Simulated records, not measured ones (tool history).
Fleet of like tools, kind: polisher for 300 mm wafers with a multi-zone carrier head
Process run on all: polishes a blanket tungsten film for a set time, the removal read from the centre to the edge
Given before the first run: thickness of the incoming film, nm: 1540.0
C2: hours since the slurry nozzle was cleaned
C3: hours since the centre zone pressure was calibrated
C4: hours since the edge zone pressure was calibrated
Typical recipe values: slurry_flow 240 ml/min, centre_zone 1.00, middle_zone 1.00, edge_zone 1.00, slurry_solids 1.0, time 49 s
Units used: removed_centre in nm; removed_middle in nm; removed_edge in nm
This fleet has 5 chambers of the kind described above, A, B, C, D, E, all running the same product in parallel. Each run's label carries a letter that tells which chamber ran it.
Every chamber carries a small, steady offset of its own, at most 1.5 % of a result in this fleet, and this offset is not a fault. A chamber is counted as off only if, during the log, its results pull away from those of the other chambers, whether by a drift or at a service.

{"run": "1A", "hour": 3.1, "slurry_flow": 240, "centre_zone": 1.0, "middle_zone": 1.0, "edge_zone": 1.0, "slurry_solids": 1.0, "time": 49, "wafers polished on this pad": 660, "C2": 318.2, "C3": 464.0, "C4": 914.3, "removed_centre": 303.43, "removed_middle": 303.12, "removed_edge": 303.79}
{"run": "2C", "hour": 7.6, "slurry_flow": 240, "centre_zone": 1.0, "middle_zone": 1.0, "edge_zone": 1.0, "slurry_solids": 1.0, "time": 49, "wafers polished on this pad": 1310, "C2": 256.9, "C3": 561.7, "C4": 174.5, "removed_centre": 301.67, "removed_middle": 301.52, "removed_edge": 300.7}
{"hour": 11.7, "done": "chamber C: worn pad replaced by a new one"}
{"run": "3B", "hour": 12.1, "slurry_flow": 240, "centre_zone": 1.0, "middle_zone": 1.0, "edge_zone": 1.0, "slurry_solids": 1.0, "time": 49, "wafers polished on this pad": 548, "C2": 84.4, "C3": 199.4, "C4": 460.5, "removed_centre": 301.73, "removed_middle": 302.2, "removed_edge": 305.25}
{"run": "4D", "hour": 16.4, "slurry_flow": 240, "centre_zone": 1.0, "middle_zone": 1.0, "edge_zone": 1.0, "slurry_solids": 1.0, "time": 49, "wafers polished on this pad": 293, "C2": 345.4, "C3": 237.0, "C4": 420.1, "removed_centre": 299.44, "removed_middle": 302.6, "removed_edge": 300.34}
{"hour": 20.1, "done": "chamber E: worn pad replaced by a new one"}
{"run": "5E", "hour": 20.6, "slurry_flow": 240, "centre_zone": 1.0, "middle_zone": 1.0, "edge_zone": 1.0, "slurry_solids": 1.0, "time": 49, "wafers polished on this pad": 7, "C2": 301.0, "C3": 112.1, "C4": 721.3, "removed_centre": 306.79, "removed_middle": 295.13, "removed_edge": 303.69}
{"run": "6B", "hour": 24.1, "slurry_flow": 240, "centre_zone": 1.0, "middle_zone": 1.0, "edge_zone": 1.0, "slurry_solids": 1.0, "time": 49, "wafers polished on this pad": 712, "C2": 96.4, "C3": 211.4, "C4": 472.5, "removed_centre": 304.42, "removed_middle": 309.4, "removed_edge": 300.04}
{"run": "7A", "hour": 26.6, "slurry_flow": 240, "centre_zone": 1.0, "middle_zone": 1.0, "edge_zone": 1.0, "slurry_solids": 1.0, "time": 49, "wafers polished on this pad": 981, "C2": 341.7, "C3": 487.5, "C4": 937.8, "removed_centre": 305.74, "removed_middle": 306.19, "removed_edge": 301.99}
{"run": "8E", "hour": 29.2, "slurry_flow": 240, "centre_zone": 1.0, "middle_zone": 1.0, "edge_zone": 1.0, "slurry_solids": 1.0, "time": 36, "wafers polished on this pad": 125, "C2": 309.6, "C3": 120.7, "C4": 729.9, "removed_centre": 223.62, "removed_middle": 219.21, "removed_edge": 219.73}
{"run": "9D", "hour": 33.0, "slurry_flow": 240, "centre_zone": 1.0, "middle_zone": 1.0, "edge_zone": 1.0, "slurry_solids": 1.0, "time": 36, "wafers polished on this pad": 520, "C2": 362.0, "C3": 253.6, "C4": 436.7, "removed_centre": 224.47, "removed_middle": 222.23, "removed_edge": 219.14}
{"run": "10C", "hour": 35.1, "slurry_flow": 240, "centre_zone": 1.0, "middle_zone": 1.0, "edge_zone": 1.0, "slurry_solids": 1.0, "time": 36, "wafers polished on this pad": 321, "C2": 284.4, "C3": 589.2, "C4": 202.0, "removed_centre": 224.13, "removed_middle": 216.26, "removed_edge": 218.08}
{"hour": 35.4, "done": "chamber A: worn pad replaced by a new one"}
{"hour": 37.8, "done": "chamber D: worn pad replaced by a new one"}
{"run": "11D", "hour": 37.8, "slurry_flow": 240, "centre_zone": 1.0, "middle_zone": 1.0, "edge_zone": 1.0, "slurry_solids": 1.0, "time": 36, "wafers polished on this pad": 0, "C2": 366.8, "C3": 258.4, "C4": 441.5, "removed_centre": 222.5, "removed_middle": 222.53, "removed_edge": 224.1}
{"run": "12A", "hour": 41.8, "slurry_flow": 240, "centre_zone": 1.0, "middle_zone": 1.0, "edge_zone": 1.0, "slurry_solids": 1.0, "time": 36, "wafers polished on this pad": 88, "C2": 356.9, "C3": 502.7, "C4": 953.0, "removed_centre": 221.01, "removed_middle": 220.97, "removed_edge": 225.71}
{"run": "13E", "hour": 45.1, "slurry_flow": 240, "centre_zone": 1.0, "middle_zone": 1.0, "edge_zone": 1.0, "slurry_solids": 1.0, "time": 49, "wafers polished on this pad": 343, "C2": 325.5, "C3": 136.6, "C4": 745.8, "removed_centre": 308.63, "removed_middle": 299.22, "removed_edge": 307.9}
{"run": "14B", "hour": 49.4, "slurry_flow": 240, "centre_zone": 1.0, "middle_zone": 1.0, "edge_zone": 1.0, "slurry_solids": 1.0, "time": 49, "wafers polished on this pad": 1058, "C2": 121.7, "C3": 236.7, "C4": 497.8, "removed_centre": 304.31, "removed_middle": 302.53, "removed_edge": 305.25}
{"run": "15C", "hour": 53.9, "slurry_flow": 240, "centre_zone": 1.0, "middle_zone": 1.0, "edge_zone": 1.0, "slurry_solids": 1.0, "time": 49, "wafers polished on this pad": 578, "C2": 303.2, "C3": 608.0, "C4": 220.8, "removed_centre": 300.84, "removed_middle": 301.96, "removed_edge": 301.27}
{"hour": 55.6, "done": "chamber C: slurry nozzle cleaned"}
{"run": "16D", "hour": 57.0, "slurry_flow": 240, "centre_zone": 1.0, "middle_zone": 1.0, "edge_zone": 1.0, "slurry_solids": 1.0, "time": 49, "wafers polished on this pad": 263, "C2": 386.0, "C3": 277.6, "C4": 460.7, "removed_centre": 302.88, "removed_middle": 304.6, "removed_edge": 304.5}
{"run": "17C", "hour": 60.3, "slurry_flow": 240, "centre_zone": 1.0, "middle_zone": 1.0, "edge_zone": 1.0, "slurry_solids": 1.0, "time": 49, "wafers polished on this pad": 666, "C2": 4.8, "C3": 614.4, "C4": 227.2, "removed_centre": 303.71, "removed_middle": 298.62, "removed_edge": 296.0}
{"run": "18B", "hour": 64.1, "slurry_flow": 240, "centre_zone": 1.0, "middle_zone": 1.0, "edge_zone": 1.0, "slurry_solids": 1.0, "time": 49, "wafers polished on this pad": 1259, "C2": 136.4, "C3": 251.4, "C4": 512.5, "removed_centre": 305.07, "removed_middle": 304.21, "removed_edge": 303.06}
{"run": "19E", "hour": 67.1, "slurry_flow": 240, "centre_zone": 1.0, "middle_zone": 1.0, "edge_zone": 1.0, "slurry_solids": 1.0, "time": 49, "wafers polished on this pad": 644, "C2": 347.5, "C3": 158.6, "C4": 767.8, "removed_centre": 305.63, "removed_middle": 302.42, "removed_edge": 296.73}
{"run": "20A", "hour": 70.3, "slurry_flow": 240, "centre_zone": 1.0, "middle_zone": 1.0, "edge_zone": 1.05, "slurry_solids": 1.3, "time": 49, "wafers polished on this pad": 478, "C2": 385.4, "C3": 531.2, "C4": 981.5, "removed_centre": 327.38, "removed_middle": 319.07, "removed_edge": 327.54}
{"run": "21C", "hour": 74.1, "slurry_flow": 240, "centre_zone": 1.0, "middle_zone": 1.0, "edge_zone": 1.05, "slurry_solids": 1.3, "time": 49, "wafers polished on this pad": 855, "C2": 18.6, "C3": 628.2, "C4": 241.0, "removed_centre": 324.62, "removed_middle": 323.03, "removed_edge": 326.09}
{"run": "22B", "hour": 77.0, "slurry_flow": 240, "centre_zone": 1.0, "middle_zone": 1.0, "edge_zone": 1.05, "slurry_solids": 1.3, "time": 49, "wafers polished on this pad": 1436, "C2": 149.3, "C3": 264.3, "C4": 525.4, "removed_centre": 319.44, "removed_middle": 320.74, "removed_edge": 333.9}
{"run": "23E", "hour": 80.9, "slurry_flow": 240, "centre_zone": 1.0, "middle_zone": 1.0, "edge_zone": 1.05, "slurry_solids": 1.3, "time": 49, "wafers polished on this pad": 832, "C2": 361.3, "C3": 172.4, "C4": 781.6, "removed_centre": 325.02, "removed_middle": 318.78, "removed_edge": 324.81}
{"hour": 81.5, "done": "chamber B: worn pad replaced by a new one"}
{"run": "24D", "hour": 84.6, "slurry_flow": 240, "centre_zone": 1.0, "middle_zone": 1.0, "edge_zone": 1.05, "slurry_solids": 1.3, "time": 49, "wafers polished on this pad": 641, "C2": 413.6, "C3": 305.2, "C4": 488.3, "removed_centre": 324.45, "removed_middle": 319.23, "removed_edge": 323.17}
{"hour": 85.1, "done": "chamber D: worn pad replaced by a new one"}
{"run": "25A", "hour": 87.1, "slurry_flow": 240, "centre_zone": 1.0, "middle_zone": 1.0, "edge_zone": 1.0, "slurry_solids": 1.0, "time": 49, "wafers polished on this pad": 708, "C2": 402.2, "C3": 548.0, "C4": 998.3, "removed_centre": 307.57, "removed_middle": 296.69, "removed_edge": 306.86}
{"run": "26E", "hour": 89.9, "slurry_flow": 240, "centre_zone": 1.0, "middle_zone": 1.0, "edge_zone": 1.0, "slurry_solids": 1.0, "time": 49, "wafers polished on this pad": 956, "C2": 370.3, "C3": 181.4, "C4": 790.6, "removed_centre": 306.88, "removed_middle": 303.03, "removed_edge": 300.98}
{"run": "27D", "hour": 93.5, "slurry_flow": 240, "centre_zone": 1.0, "middle_zone": 0.93, "edge_zone": 1.0, "slurry_solids": 1.0, "time": 49, "wafers polished on this pad": 115, "C2": 422.5, "C3": 314.1, "C4": 497.2, "removed_centre": 300.91, "removed_middle": 284.15, "removed_edge": 305.2}
{"run": "28C", "hour": 96.9, "slurry_flow": 240, "centre_zone": 1.0, "middle_zone": 0.93, "edge_zone": 1.0, "slurry_solids": 1.0, "time": 49, "wafers polished on this pad": 1167, "C2": 41.4, "C3": 651.0, "C4": 263.8, "removed_centre": 299.76, "removed_middle": 281.89, "removed_edge": 304.59}
{"hour": 97.7, "done": "chamber E: worn pad replaced by a new one"}
{"run": "29A", "hour": 100.9, "slurry_flow": 240, "centre_zone": 1.0, "middle_zone": 0.93, "edge_zone": 1.0, "slurry_solids": 1.0, "time": 49, "wafers polished on this pad": 897, "C2": 416.0, "C3": 561.8, "C4": 1012.1, "removed_centre": 302.57, "removed_middle": 283.38, "removed_edge": 305.37}
{"run": "30B", "hour": 104.7, "slurry_flow": 240, "centre_zone": 1.0, "middle_zone": 0.93, "edge_zone": 1.0, "slurry_solids": 1.0, "time": 49, "wafers polished on this pad": 317, "C2": 177.0, "C3": 292.0, "C4": 553.1, "removed_centre": 305.53, "removed_middle": 281.17, "removed_edge": 304.86}
{"run": "31B", "hour": 108.3, "slurry_flow": 240, "centre_zone": 1.0, "middle_zone": 0.93, "edge_zone": 1.0, "slurry_solids": 1.0, "time": 49, "wafers polished on this pad": 367, "C2": 180.6, "C3": 295.6, "C4": 556.7, "removed_centre": 305.15, "removed_middle": 281.93, "removed_edge": 303.67}
{"run": "32C", "hour": 111.3, "slurry_flow": 290, "centre_zone": 0.95, "middle_zone": 1.0, "edge_zone": 1.0, "slurry_solids": 1.0, "time": 49, "wafers polished on this pad": 1364, "C2": 55.8, "C3": 665.4, "C4": 278.2, "removed_centre": 288.05, "removed_middle": 301.29, "removed_edge": 302.6}
{"hour": 115.0, "done": "chamber A: worn pad replaced by a new one"}
{"run": "33E", "hour": 115.0, "slurry_flow": 290, "centre_zone": 0.95, "middle_zone": 1.0, "edge_zone": 1.0, "slurry_solids": 1.0, "time": 49, "wafers polished on this pad": 237, "C2": 395.4, "C3": 206.5, "C4": 815.7, "removed_centre": 291.96, "removed_middle": 305.27, "removed_edge": 302.56}
{"hour": 118.3, "done": "chamber C: worn pad replaced by a new one"}
{"run": "34D", "hour": 118.4, "slurry_flow": 290, "centre_zone": 0.95, "middle_zone": 1.0, "edge_zone": 1.0, "slurry_solids": 1.0, "time": 49, "wafers polished on this pad": 456, "C2": 447.4, "C3": 339.0, "C4": 522.1, "removed_centre": 293.75, "removed_middle": 305.29, "removed_edge": 312.18}
{"run": "35A", "hour": 122.2, "slurry_flow": 290, "centre_zone": 0.95, "middle_zone": 1.0, "edge_zone": 1.0, "slurry_solids": 1.0, "time": 49, "wafers polished on this pad": 98, "C2": 437.3, "C3": 583.1, "C4": 1033.4, "removed_centre": 296.49, "removed_middle": 304.82, "removed_edge": 304.62}
{"run": "36C", "hour": 124.3, "slurry_flow": 290, "centre_zone": 0.95, "middle_zone": 1.0, "edge_zone": 1.0, "slurry_solids": 1.0, "time": 49, "wafers polished on this pad": 83, "C2": 68.8, "C3": 678.4, "C4": 291.2, "removed_centre": 287.04, "removed_middle": 309.32, "removed_edge": 307.58}
{"run": "37D", "hour": 127.0, "slurry_flow": 240, "centre_zone": 1.0, "middle_zone": 1.0, "edge_zone": 1.0, "slurry_solids": 1.0, "time": 49, "wafers polished on this pad": 574, "C2": 456.0, "C3": 347.6, "C4": 530.7, "removed_centre": 304.9, "removed_middle": 300.42, "removed_edge": 300.53}
{"run": "38B", "hour": 129.7, "slurry_flow": 240, "centre_zone": 1.0, "middle_zone": 1.0, "edge_zone": 1.0, "slurry_solids": 1.0, "time": 49, "wafers polished on this pad": 659, "C2": 202.0, "C3": 317.0, "C4": 578.1, "removed_centre": 302.26, "removed_middle": 299.55, "removed_edge": 306.78}
{"run": "39A", "hour": 133.0, "slurry_flow": 240, "centre_zone": 1.0, "middle_zone": 1.04, "edge_zone": 1.0, "slurry_solids": 1.0, "time": 49, "wafers polished on this pad": 246, "C2": 448.1, "C3": 593.9, "C4": 1044.2, "removed_centre": 305.97, "removed_middle": 310.82, "removed_edge": 299.73}

Predict what each chamber gives when all 5 of them run the settings below next.
{"run": "40A", "hour": 136.3, "slurry_flow": 240, "centre_zone": 1.0, "middle_zone": 1.0, "edge_zone": 1.0, "slurry_solids": 1.0, "time": 49, "removed_centre": "?", "removed_middle": "?", "removed_edge": "?"}
{"run": "40B", "hour": 136.3, "slurry_flow": 240, "centre_zone": 1.0, "middle_zone": 1.0, "edge_zone": 1.0, "slurry_solids": 1.0, "time": 49, "removed_centre": "?", "removed_middle": "?", "removed_edge": "?"}
{"run": "40C", "hour": 136.3, "slurry_flow": 240, "centre_zone": 1.0, "middle_zone": 1.0, "edge_zone": 1.0, "slurry_solids": 1.0, "time": 49, "removed_centre": "?", "removed_middle": "?", "removed_edge": "?"}
{"run": "40D", "hour": 136.3, "slurry_flow": 240, "centre_zone": 1.0, "middle_zone": 1.0, "edge_zone": 1.0, "slurry_solids": 1.0, "time": 49, "removed_centre": "?", "removed_middle": "?", "removed_edge": "?"}
{"run": "40E", "hour": 136.3, "slurry_flow": 240, "centre_zone": 1.0, "middle_zone": 1.0, "edge_zone": 1.0, "slurry_solids": 1.0, "time": 49, "removed_centre": "?", "removed_middle": "?", "removed_edge": "?"}

run=40A removed_centre=300.16 removed_middle=300.04 removed_edge=307.02
run=40B removed_centre=305.13 removed_middle=305.47 removed_edge=301.55
run=40C removed_centre=306.27 removed_middle=294.65 removed_edge=299.41
run=40D removed_centre=301.70 removed_middle=302.67 removed_edge=304.29
run=40E removed_centre=308.85 removed_middle=304.07 removed_edge=306.46
